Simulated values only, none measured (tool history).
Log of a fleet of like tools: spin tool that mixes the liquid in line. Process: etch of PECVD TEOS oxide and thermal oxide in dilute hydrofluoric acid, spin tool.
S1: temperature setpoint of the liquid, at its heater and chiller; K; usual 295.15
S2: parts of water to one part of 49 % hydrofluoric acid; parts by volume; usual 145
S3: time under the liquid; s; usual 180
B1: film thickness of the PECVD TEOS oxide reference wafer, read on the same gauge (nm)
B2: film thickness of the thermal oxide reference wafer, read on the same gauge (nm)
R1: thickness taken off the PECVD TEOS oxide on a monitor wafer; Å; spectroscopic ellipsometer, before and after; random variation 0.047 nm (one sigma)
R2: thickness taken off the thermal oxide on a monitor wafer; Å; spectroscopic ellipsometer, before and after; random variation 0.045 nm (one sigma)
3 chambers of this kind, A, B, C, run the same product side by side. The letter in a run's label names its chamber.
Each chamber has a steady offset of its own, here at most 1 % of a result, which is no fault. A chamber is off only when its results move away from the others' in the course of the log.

run   hour      S1   S2   S3      B1      B2      R1      R2
 1C    6.3  295.15  145  180  39.985  40.039  107.37  49.832
 2A   16.2  295.15  145  180      40  39.995  107.65  49.988
 3B   26.6  295.15  145  180  40.017  39.978  108.53  50.059
 4B   35.5  295.15  145  180  39.999  39.981   108.8  50.331
 5C   46.2  295.15  145  180  39.973  40.001  108.14  49.677
 6A   52.3  295.15  145  180  40.009   39.98  107.76  50.038
 7C   62.3  295.15   95  100  40.009  40.008   96.83  44.027
      72.2  -- chamber C: hydrofluoric acid flow meter replaced
 8A   72.5  295.15   95  100  40.001  40.015  95.852  45.029
 9B     80  295.15   95  100   40.01  39.993  97.607  44.633
10B     90  295.15  145  180  40.018  39.993  108.87  49.916
11A   98.3  291.15  145  180  39.996  39.989  91.358  43.174
12C  103.3  291.15  145  180  39.984  40.019  92.085  42.532
13A  108.2  291.15  145  180  39.994  39.996  91.873  43.241
14C  117.6  295.15  145  180  39.993  40.008  107.61  49.484
15B  127.2  295.15  145  180  39.981  40.007  108.85  50.615
16A    137  295.15  145  180   40.01  39.975  107.28   50.54
17B  145.9  295.15  145  180  39.993   40.01  108.51  49.295
18C  150.6  295.15  145  180  39.999  39.992   106.9  49.266
19B  161.4  295.15  145  180      40  40.012  109.19  49.083
20A  169.3  295.15  145  180  39.999  39.997  107.43  49.652

All 3 chambers run these settings next. Forecast each chamber's results:
21A   177  295.15  145  180           ?   ?
21B   177  295.15  145  180           ?   ?
21C   177  295.15  145  180           ?   ?

run      R1      R2
21A  106.21  50.296
21B  108.96   49.03
21C   107.9  49.509
